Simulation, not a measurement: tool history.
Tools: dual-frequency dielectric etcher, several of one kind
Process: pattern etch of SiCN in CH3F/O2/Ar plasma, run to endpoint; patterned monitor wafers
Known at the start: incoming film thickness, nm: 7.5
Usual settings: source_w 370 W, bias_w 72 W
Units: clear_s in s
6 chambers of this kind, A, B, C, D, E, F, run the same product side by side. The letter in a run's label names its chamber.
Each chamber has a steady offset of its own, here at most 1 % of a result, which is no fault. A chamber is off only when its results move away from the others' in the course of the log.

run,hour,source_w,bias_w,hours since the last wet clean,hours since the last source power generator calibration,hours since the last bias power generator calibration,clear_s
1D,5.7,370,72,176.8,2111.7,566.5,20.564
2B,10.6,370,72,34.3,488.5,160.5,20.474
3E,14.1,370,72,222.6,3104.8,3513.5,20.922
4C,19.0,370,72,244.5,907.1,2124.0,20.680
5F,22.6,370,72,181.9,268.6,1194.3,20.760
6A,28.0,370,72,228.7,2551.4,2970.7,20.705
7D,32.9,370,72,204.0,2138.9,593.7,20.514
8C,39.3,370,72,264.8,927.4,2144.3,20.588
9E,44.9,370,72,253.4,3135.6,3544.3,20.689
10B,49.2,370,72,72.9,527.1,199.1,20.561
11A,54.8,370,72,255.5,2578.2,2997.5,20.562
12F,57.9,370,72,217.2,303.9,1229.6,20.623
13D,63.6,370,72,234.7,2169.6,624.4,20.569
14F,67.1,370,72,226.4,313.1,1238.8,20.602
15B,70.3,300,72,94.0,548.2,220.2,22.138
16C,74.6,300,72,300.1,962.7,2179.6,22.288
17A,79.9,300,72,280.6,2603.3,3022.6,22.409
18E,86.0,300,72,294.5,3176.7,3585.4,22.721
19A,92.5,300,72,293.2,2615.9,3035.2,22.349
20E,97.1,300,72,305.6,3187.8,3596.5,22.848
21F,100.1,370,72,259.4,346.1,1271.8,20.700
22C,104.6,370,72,330.1,992.7,2209.6,20.587
23D,110.0,400,72,281.1,2216.0,670.8,19.862
24B,116.5,400,72,140.2,594.4,266.4,20.054
# hour 117.7: chamber C: wet clean of the chamber
# hour 121.3: chamber E: bias power generator calibrated
25A,122.4,400,72,323.1,2645.8,3065.1,20.045
26D,126.8,400,72,297.9,2232.8,687.6,19.626
27E,130.4,400,72,338.9,3221.1,9.1,20.813
28B,135.8,400,72,159.5,613.7,285.7,20.018
29F,139.9,370,72,299.2,385.9,1311.6,20.493
30C,143.6,370,72,26.0,1031.7,2248.6,20.624
31F,148.0,370,72,307.3,394.0,1319.7,20.583
32D,154.3,450,81,325.4,2260.3,715.1,18.178
33B,158.0,450,81,181.7,635.9,307.9,18.196
34E,164.6,450,81,373.1,3255.3,43.3,19.257
35A,170.9,450,81,371.6,2694.3,3113.6,18.492
36C,175.4,450,81,57.8,1063.5,2280.4,18.414
37F,180.8,450,81,340.1,426.8,1352.5,18.293
38C,185.7,310,78,68.1,1073.8,2290.7,21.255
39E,191.9,310,78,400.4,3282.6,70.6,22.650
40D,198.5,310,78,369.6,2304.5,759.3,21.122
# hour 199.3: chamber A: source power generator calibrated
41B,202.2,310,78,225.9,680.1,352.1,21.366
42A,208.8,310,78,409.5,9.6,3151.5,21.576

Is one chamber off against the others, does the gauge drift, or is nothing wrong? If a chamber is off, say which, and what the likeliest cause is.

Chamber E drifts away from the others.
Cause: etch rate under this chamber's usual, % = 5.

Here are 4 candidates for chamber E's next run, each the usual settings with a change, their results left as question marks. Which one brings its results back in line with what the others give on the usual settings?
In line means no further than this from the other chambers' mean on the usual settings: clear_s 0.270 s
43E-1,213.7,370,76,,,,?
43E-2,213.7,400,78,,,,?
43E-3,213.7,370,60,,,,?
43E-4,213.7,370,68,,,,?

The other chambers' mean on the usual settings: clear_s 20.602 s
run,clear_s
43E-1,21.446
43E-2,20.628
43E-3,23.296
43E-4,22.309
43E-2 brings the chamber back in line.
